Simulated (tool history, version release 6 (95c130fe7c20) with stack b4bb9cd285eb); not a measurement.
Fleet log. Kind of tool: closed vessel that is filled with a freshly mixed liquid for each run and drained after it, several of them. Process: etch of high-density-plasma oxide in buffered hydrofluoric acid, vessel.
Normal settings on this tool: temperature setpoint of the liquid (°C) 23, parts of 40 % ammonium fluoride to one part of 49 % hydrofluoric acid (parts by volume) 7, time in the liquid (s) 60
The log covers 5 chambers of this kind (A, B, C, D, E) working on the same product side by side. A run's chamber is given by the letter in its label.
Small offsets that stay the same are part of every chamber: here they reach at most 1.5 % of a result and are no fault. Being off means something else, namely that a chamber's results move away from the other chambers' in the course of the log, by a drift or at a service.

| run | hour | temperature setpoint of the liquid (°C) | parts of 40 % ammonium fluoride to one part of 49 % hydrofluoric acid (parts by volume) | time in the liquid (s) | hours since the thermometer was replaced | hours since the hydrofluoric acid flow meter was replaced | read-back film thickness of the high-density-plasma oxide reference wafer, read on the same gauge (nm) | thickness taken off the high-density-plasma oxide on a monitor wafer (nm) |
|---|---|---|---|---|---|---|---|---|
| 1D | 9.4 | 23 | 7 | 60 | 1357.6 | 2220.5 | 130.01 | 100.25 |
| 2C | 18.4 | 23 | 7 | 60 | 71.3 | 565.4 | 129.98 | 100.8 |
|  | 21.1 | chamber D: hydrofluoric acid flow meter replaced |
| 3E | 25.3 | 23 | 7 | 60 | 125.1 | 224.5 | 130.01 | 97.975 |
| 4B | 33.8 | 23 | 7 | 60 | 51.1 | 111.5 | 130 | 98.466 |
| 5A | 42.8 | 23 | 7 | 60 | 335.1 | 267.1 | 130.02 | 98.823 |
| 6B | 47.3 | 25.5 | 7 | 85 | 64.6 | 125 | 130.02 | 158.99 |
| 7E | 55.8 | 25.5 | 7 | 85 | 155.6 | 255 | 130.01 | 158.8 |
| 8A | 64.4 | 25.5 | 7 | 85 | 356.7 | 288.7 | 129.98 | 159.93 |
| 9C | 70.1 | 25.5 | 7 | 85 | 123 | 617.1 | 130 | 160.09 |
| 10D | 78.5 | 25.5 | 7 | 85 | 1426.7 | 57.5 | 129.99 | 163.58 |
| 11B | 83.9 | 23 | 7 | 60 | 101.2 | 161.6 | 129.96 | 98.674 |
| 12C | 88 | 23 | 7 | 60 | 140.9 | 635 | 130.02 | 100.5 |
| 13E | 96.4 | 23 | 7 | 60 | 196.2 | 295.6 | 129.99 | 96.636 |
| 14D | 104.3 | 23 | 7 | 60 | 1452.5 | 83.3 | 129.99 | 102.09 |
| 15A | 111.7 | 23 | 9 | 60 | 404 | 336 | 130.01 | 75.657 |
| 16C | 118.5 | 23 | 9 | 60 | 171.4 | 665.5 | 130.01 | 75.939 |
| 17B | 126.7 | 23 | 9 | 60 | 144 | 204.4 | 130.01 | 75.123 |
| 18E | 134.2 | 23 | 9 | 60 | 234 | 333.4 | 130.01 | 74.393 |
| 19A | 142.7 | 23 | 9 | 60 | 435 | 367 | 130 | 74.807 |
| 20D | 148.6 | 18 | 7 | 60 | 1496.8 | 127.6 | 130.01 | 75.621 |
| 21E | 156.7 | 18 | 7 | 60 | 256.5 | 355.9 | 129.98 | 72.768 |
| 22C | 165.3 | 18 | 7 | 60 | 218.2 | 712.3 | 130 | 75.259 |
| 23D | 171.2 | 18 | 7 | 60 | 1519.4 | 150.2 | 130 | 75.627 |
| 24A | 175.5 | 18 | 7 | 60 | 467.8 | 399.8 | 130.01 | 74.923 |
| 25B | 184.9 | 23 | 7 | 60 | 202.2 | 262.6 | 130 | 99.56 |
| 26E | 189.8 | 23 | 7 | 60 | 289.6 | 389 | 130.02 | 94.425 |
| 27C | 194.1 | 23 | 7 | 60 | 247 | 741.1 | 130 | 99.357 |
| 28A | 198.8 | 23 | 7 | 60 | 491.1 | 423.1 | 129.99 | 98.115 |
| 29D | 205.5 | 23 | 7 | 60 | 1553.7 | 184.5 | 130 | 101.14 |
| 30B | 214.5 | 23 | 5.5 | 60 | 231.8 | 292.2 | 129.99 | 122.57 |
| 31B | 222.4 | 23 | 5.5 | 60 | 239.7 | 300.1 | 130.01 | 122.82 |
| 32D | 230.1 | 23 | 5.5 | 60 | 1578.3 | 209.1 | 129.99 | 124.51 |
| 33C | 237.5 | 23 | 5.5 | 60 | 290.4 | 784.5 | 130.02 | 121.6 |
| 34A | 244.6 | 23 | 5.5 | 60 | 536.9 | 468.9 | 129.99 | 120.66 |
| 35E | 248.7 | 23 | 7 | 60 | 348.5 | 447.9 | 130 | 92.344 |
| 36B | 254.4 | 23 | 7 | 60 | 271.7 | 332.1 | 129.99 | 99.268 |
| 37A | 261.9 | 23 | 7 | 60 | 554.2 | 486.2 | 130.03 | 98.162 |
| 38C | 269.5 | 23 | 7 | 60 | 322.4 | 816.5 | 130.01 | 98.657 |
| 39E | 277.7 | 23 | 7 | 60 | 377.5 | 476.9 | 130 | 92.085 |
| 40D | 286.2 | 23 | 7 | 60 | 1634.4 | 265.2 | 130.02 | 101.35 |
| 41B | 292.6 | 23 | 7 | 60 | 309.9 | 370.3 | 129.99 | 99.656 |
| 42C | 299.2 | 23 | 7 | 60 | 352.1 | 846.2 | 130 | 99.195 |
| 43D | 307.7 | 23 | 7 | 60 | 1655.9 | 286.7 | 129.99 | 99.43 |

Decide between three cases: one chamber stands off from its peers, the gauge reading all wafers drifts, or nothing is wrong past each chamber's small offset. Where a chamber is off, say which and what most likely put it there.

It is chamber E that slowly wanders off from its peers.
Likeliest cause: hydrofluoric acid flow below the setpoint (%) = 8.28.
The log may not tell that from: liquid colder than its thermometer reads (K).

Which of the 4 candidates below, each the usual settings with something changed and its results left as question marks, puts chamber E back in line with what the other chambers give on the usual settings?
In-line tolerance around the mean of the other chambers on the usual settings: thickness taken off the high-density-plasma oxide on a monitor wafer (nm) 2.8
| 44E-1 | 314.5 | 22 | 8 | 60 |  |  |  | ? |
| 44E-2 | 314.5 | 24 | 6 | 60 |  |  |  | ? |
| 44E-3 | 314.5 | 22.5 | 7.5 | 60 |  |  |  | ? |
| 44E-4 | 314.5 | 23.5 | 7 | 65 |  |  |  | ? |

Usual-settings mean across the other chambers: thickness taken off the high-density-plasma oxide on a monitor wafer (nm) 99.541
| run | thickness taken off the high-density-plasma oxide on a monitor wafer (nm) |
|---|---|
| 44E-1 | 73.49 |
| 44E-2 | 110.09 |
| 44E-3 | 80.989 |
| 44E-4 | 99.828 |
The answer is 44E-4, which returns the chamber to within the allowed miss of the others.
